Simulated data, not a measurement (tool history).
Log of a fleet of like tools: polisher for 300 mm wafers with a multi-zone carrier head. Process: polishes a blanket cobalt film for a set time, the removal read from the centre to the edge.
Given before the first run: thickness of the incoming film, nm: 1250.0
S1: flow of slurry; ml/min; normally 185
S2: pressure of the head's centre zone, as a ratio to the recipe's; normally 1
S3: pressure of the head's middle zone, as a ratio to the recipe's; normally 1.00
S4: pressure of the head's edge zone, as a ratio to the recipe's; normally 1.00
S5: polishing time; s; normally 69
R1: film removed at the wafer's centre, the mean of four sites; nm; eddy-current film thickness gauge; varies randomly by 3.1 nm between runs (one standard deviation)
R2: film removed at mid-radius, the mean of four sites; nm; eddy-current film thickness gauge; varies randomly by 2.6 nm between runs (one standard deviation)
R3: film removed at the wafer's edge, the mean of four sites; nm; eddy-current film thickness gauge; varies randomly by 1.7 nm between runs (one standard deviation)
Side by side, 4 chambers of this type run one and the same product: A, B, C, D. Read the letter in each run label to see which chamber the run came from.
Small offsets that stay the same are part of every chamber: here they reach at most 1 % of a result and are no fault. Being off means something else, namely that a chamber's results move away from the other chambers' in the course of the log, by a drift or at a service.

run	hour	S1	S2	S3	S4	S5	R1	R2	R3
# hour 3.7: chamber D: centre zone pressure recalibrated
1A	12.2	185	1	1.00	1.00	69	237.61	235.46	240.69
# hour 19.3: chamber D: worn pad replaced by a new one
2D	24.6	185	1	1.00	1.00	69	235.01	238.11	236.18
3B	32.5	185	1	1.00	1.00	69	235.64	237.43	235.26
# hour 33.1: chamber A: worn pad replaced by a new one
# hour 40.4: chamber B: worn pad replaced by a new one
4C	46.3	185	1	1.00	1.00	69	233.59	236.05	237.63
5D	60.0	185	1	1.00	1.00	69	233.22	243.13	237.63
6B	73.1	185	1	1.00	1.00	69	235.88	239.29	232.55
# hour 75.2: chamber C: worn pad replaced by a new one
7C	83.6	185	1	1.05	1.00	69	234.77	248.51	237.20
# hour 88.2: chamber A: centre zone pressure recalibrated
8A	95.2	185	1	1.05	1.00	69	239.36	244.20	239.75
9D	101.7	185	1	1.05	1.00	69	237.73	245.50	237.32
# hour 111.1: chamber D: worn pad replaced by a new one
10A	112.5	185	1	1.05	1.00	69	236.61	247.24	238.30
11B	124.2	185	1	1.00	1.00	69	233.36	241.39	232.43
# hour 126.6: chamber A: worn pad replaced by a new one
12C	135.3	185	1	1.00	1.00	69	237.16	237.78	234.69
13C	147.1	185	1	1.00	1.00	69	228.89	236.12	236.47
# hour 148.9: chamber B: worn pad replaced by a new one
14B	157.1	185	1	1.00	1.00	69	237.90	236.49	234.54
15D	163.5	185	1	1.00	1.00	69	234.66	239.75	234.44
16A	173.0	185	1	1.00	1.00	69	244.11	240.73	236.61
17A	186.7	185	1	1.00	1.00	69	234.40	240.49	239.85
18B	198.3	185	1	1.00	1.00	69	234.00	238.81	237.73
# hour 205.9: chamber C: worn pad replaced by a new one
# hour 206.7: chamber A: worn pad replaced by a new one
19D	207.8	185	1	1.00	1.00	69	232.14	240.41	238.33
# hour 208.2: chamber D: worn pad replaced by a new one
20C	220.7	185	1	1.00	1.00	69	236.30	230.23	235.30
# hour 220.9: chamber C: edge zone pressure recalibrated
21C	228.2	185	1	1.00	1.00	69	237.43	236.65	231.35
22B	238.1	185	1	1.00	1.00	69	237.00	235.62	236.04
# hour 247.4: chamber B: worn pad replaced by a new one
23A	248.7	185	1	1.00	1.00	69	235.60	240.56	241.13
24D	262.4	150	1	1.00	1.00	69	220.20	228.82	229.59
25C	268.6	150	1	1.00	1.00	69	229.05	226.47	225.11
# hour 278.7: chamber A: slurry nozzle cleaned
26A	279.0	150	1	1.00	1.00	69	230.60	226.96	233.29
27D	285.4	150	1	1.00	1.00	69	228.37	228.03	231.60
# hour 289.5: chamber B: slurry nozzle cleaned
28B	298.6	185	1	1.00	1.00	69	243.20	233.14	233.97
# hour 299.8: chamber A: worn pad replaced by a new one
# hour 303.3: chamber D: worn pad replaced by a new one
29A	306.1	185	1	1.00	1.00	69	233.92	237.05	239.22
30C	312.9	185	1	1.00	1.00	69	236.23	240.40	235.56
# hour 314.3: chamber D: edge zone pressure recalibrated
31B	321.6	185	1	1.00	1.00	69	235.29	233.24	236.83
32D	333.1	185	1	1.00	0.91	69	235.53	237.92	224.34
# hour 344.8: chamber C: slurry nozzle cleaned
# hour 346.3: chamber C: worn pad replaced by a new one
33A	346.4	185	1	1.00	0.91	69	231.26	234.29	227.26
34B	352.5	185	1	1.00	0.91	69	234.02	234.63	219.88
# hour 355.1: chamber B: worn pad replaced by a new one
# hour 357.4: chamber C: centre zone pressure recalibrated
35D	359.2	185	1	1.00	0.91	69	230.68	237.85	223.49
36C	370.8	185	1	1.00	1.00	69	235.09	237.80	233.64
37D	384.7	130	1	1.00	0.92	69	218.99	223.23	214.60
38A	392.3	130	1	1.00	0.92	69	224.66	222.44	216.26
39C	403.0	130	1	1.00	0.92	69	221.02	221.26	215.93
# hour 413.0: chamber D: worn pad replaced by a new one
40B	416.0	130	1	1.00	0.92	69	220.93	221.64	216.60
# hour 419.7: chamber D: slurry nozzle cleaned
41D	424.2	185	1	1.00	1.00	69	241.08	232.06	234.24

Next, all 4 chambers run the settings below, one line each with question marks for the results. What does each chamber give?
42A	434.1	185	1	0.92	1.00	69	?	?	?
42B	434.1	185	1	0.92	1.00	69	?	?	?
42C	434.1	185	1	0.92	1.00	69	?	?	?
42D	434.1	185	1	0.92	1.00	69	?	?	?

run	R1	R2	R3
42A	234.26	214.66	235.74
42B	231.28	219.81	234.05
42C	236.37	218.59	234.86
42D	230.50	225.79	238.71

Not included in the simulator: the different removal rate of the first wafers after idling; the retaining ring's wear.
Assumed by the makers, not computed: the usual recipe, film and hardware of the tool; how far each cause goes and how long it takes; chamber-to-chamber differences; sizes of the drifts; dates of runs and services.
